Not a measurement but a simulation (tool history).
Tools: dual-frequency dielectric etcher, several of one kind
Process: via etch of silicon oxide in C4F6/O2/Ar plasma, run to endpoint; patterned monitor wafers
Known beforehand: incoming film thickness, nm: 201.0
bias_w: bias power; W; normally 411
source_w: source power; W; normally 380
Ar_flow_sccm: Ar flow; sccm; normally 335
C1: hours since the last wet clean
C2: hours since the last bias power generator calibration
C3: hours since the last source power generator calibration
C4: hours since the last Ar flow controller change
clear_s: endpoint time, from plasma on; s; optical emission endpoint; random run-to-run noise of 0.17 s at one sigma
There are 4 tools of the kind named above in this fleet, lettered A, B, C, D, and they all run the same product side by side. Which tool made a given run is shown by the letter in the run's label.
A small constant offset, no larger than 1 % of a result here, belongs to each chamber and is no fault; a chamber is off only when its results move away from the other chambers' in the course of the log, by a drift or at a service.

{"run": "1D", "hour": 4.8, "bias_w": 411, "source_w": 380, "Ar_flow_sccm": 335, "C1": 14, "C2": 3001.4, "C3": 927.1, "C4": 2397.5, "clear_s": 49.236}
{"run": "2C", "hour": 9.9, "bias_w": 411, "source_w": 380, "Ar_flow_sccm": 335, "C1": 125.5, "C2": 2222.4, "C3": 1881.1, "C4": 3041.8, "clear_s": 49.25}
{"run": "3A", "hour": 16.7, "bias_w": 411, "source_w": 380, "Ar_flow_sccm": 335, "C1": 445.5, "C2": 886.8, "C3": 1069.5, "C4": 224.6, "clear_s": 49.078}
{"run": "4B", "hour": 24.6, "bias_w": 411, "source_w": 380, "Ar_flow_sccm": 335, "C1": 451.3, "C2": 1052.8, "C3": 1237.6, "C4": 1771, "clear_s": 49.171}
{"run": "5A", "hour": 32.4, "bias_w": 411, "source_w": 380, "Ar_flow_sccm": 335, "C1": 461.2, "C2": 902.5, "C3": 1085.2, "C4": 240.3, "clear_s": 49.113}
{"hour": 33.8, "done": "chamber A: wet clean of the chamber"}
{"run": "6B", "hour": 40.3, "bias_w": 411, "source_w": 380, "Ar_flow_sccm": 335, "C1": 467, "C2": 1068.5, "C3": 1253.3, "C4": 1786.7, "clear_s": 48.909}
{"run": "7C", "hour": 48.1, "bias_w": 411, "source_w": 450, "Ar_flow_sccm": 281, "C1": 163.7, "C2": 2260.6, "C3": 1919.3, "C4": 3080, "clear_s": 45.378}
{"hour": 52.2, "done": "chamber B: wet clean of the chamber"}
{"run": "8D", "hour": 55.7, "bias_w": 411, "source_w": 450, "Ar_flow_sccm": 281, "C1": 64.9, "C2": 3052.3, "C3": 978, "C4": 2448.4, "clear_s": 44.932}
{"run": "9C", "hour": 62.5, "bias_w": 411, "source_w": 450, "Ar_flow_sccm": 281, "C1": 178.1, "C2": 2275, "C3": 1933.7, "C4": 3094.4, "clear_s": 45.048}
{"run": "10B", "hour": 71.6, "bias_w": 411, "source_w": 450, "Ar_flow_sccm": 281, "C1": 19.5, "C2": 1099.8, "C3": 1284.6, "C4": 1818, "clear_s": 45.153}
{"run": "11D", "hour": 79.8, "bias_w": 411, "source_w": 380, "Ar_flow_sccm": 335, "C1": 89, "C2": 3076.4, "C3": 1002.1, "C4": 2472.5, "clear_s": 49}
{"run": "12A", "hour": 85.4, "bias_w": 411, "source_w": 380, "Ar_flow_sccm": 335, "C1": 51.6, "C2": 955.5, "C3": 1138.2, "C4": 293.3, "clear_s": 49.514}
{"run": "13A", "hour": 93.5, "bias_w": 411, "source_w": 380, "Ar_flow_sccm": 335, "C1": 59.7, "C2": 963.6, "C3": 1146.3, "C4": 301.4, "clear_s": 48.862}
{"run": "14C", "hour": 102.5, "bias_w": 411, "source_w": 380, "Ar_flow_sccm": 335, "C1": 218.1, "C2": 2315, "C3": 1973.7, "C4": 3134.4, "clear_s": 49.135}
{"run": "15B", "hour": 109.4, "bias_w": 411, "source_w": 380, "Ar_flow_sccm": 335, "C1": 57.3, "C2": 1137.6, "C3": 1322.4, "C4": 1855.8, "clear_s": 48.993}
{"run": "16D", "hour": 117.6, "bias_w": 411, "source_w": 380, "Ar_flow_sccm": 335, "C1": 126.8, "C2": 3114.2, "C3": 1039.9, "C4": 2510.3, "clear_s": 48.893}
{"run": "17B", "hour": 123.1, "bias_w": 411, "source_w": 380, "Ar_flow_sccm": 335, "C1": 71, "C2": 1151.3, "C3": 1336.1, "C4": 1869.5, "clear_s": 48.866}
{"run": "18D", "hour": 127.5, "bias_w": 411, "source_w": 380, "Ar_flow_sccm": 335, "C1": 136.7, "C2": 3124.1, "C3": 1049.8, "C4": 2520.2, "clear_s": 48.786}
{"run": "19C", "hour": 134.3, "bias_w": 411, "source_w": 380, "Ar_flow_sccm": 335, "C1": 249.9, "C2": 2346.8, "C3": 2005.5, "C4": 3166.2, "clear_s": 48.504}
{"run": "20A", "hour": 139.9, "bias_w": 411, "source_w": 340, "Ar_flow_sccm": 265, "C1": 106.1, "C2": 1010, "C3": 1192.7, "C4": 347.8, "clear_s": 49.787}
{"run": "21D", "hour": 148.2, "bias_w": 411, "source_w": 340, "Ar_flow_sccm": 265, "C1": 157.4, "C2": 3144.8, "C3": 1070.5, "C4": 2540.9, "clear_s": 49.218}
{"run": "22C", "hour": 156.0, "bias_w": 411, "source_w": 340, "Ar_flow_sccm": 265, "C1": 271.6, "C2": 2368.5, "C3": 2027.2, "C4": 3187.9, "clear_s": 48.844}
{"run": "23A", "hour": 163.4, "bias_w": 411, "source_w": 340, "Ar_flow_sccm": 265, "C1": 129.6, "C2": 1033.5, "C3": 1216.2, "C4": 371.3, "clear_s": 49.672}
{"run": "24B", "hour": 167.8, "bias_w": 411, "source_w": 380, "Ar_flow_sccm": 335, "C1": 115.7, "C2": 1196, "C3": 1380.8, "C4": 1914.2, "clear_s": 49.035}
{"run": "25C", "hour": 175.0, "bias_w": 411, "source_w": 380, "Ar_flow_sccm": 335, "C1": 290.6, "C2": 2387.5, "C3": 2046.2, "C4": 3206.9, "clear_s": 48.024}

All chambers now run identical settings, listed one chamber a line with results as question marks. What results will each chamber show?
{"run": "26A", "hour": 181.6, "bias_w": 411, "source_w": 380, "Ar_flow_sccm": 256, "clear_s": "?"}
{"run": "26B", "hour": 181.6, "bias_w": 411, "source_w": 380, "Ar_flow_sccm": 256, "clear_s": "?"}
{"run": "26C", "hour": 181.6, "bias_w": 411, "source_w": 380, "Ar_flow_sccm": 256, "clear_s": "?"}
{"run": "26D", "hour": 181.6, "bias_w": 411, "source_w": 380, "Ar_flow_sccm": 256, "clear_s": "?"}

run=26A clear_s=47.284
run=26B clear_s=47.522
run=26C clear_s=46.442
run=26D clear_s=47.48

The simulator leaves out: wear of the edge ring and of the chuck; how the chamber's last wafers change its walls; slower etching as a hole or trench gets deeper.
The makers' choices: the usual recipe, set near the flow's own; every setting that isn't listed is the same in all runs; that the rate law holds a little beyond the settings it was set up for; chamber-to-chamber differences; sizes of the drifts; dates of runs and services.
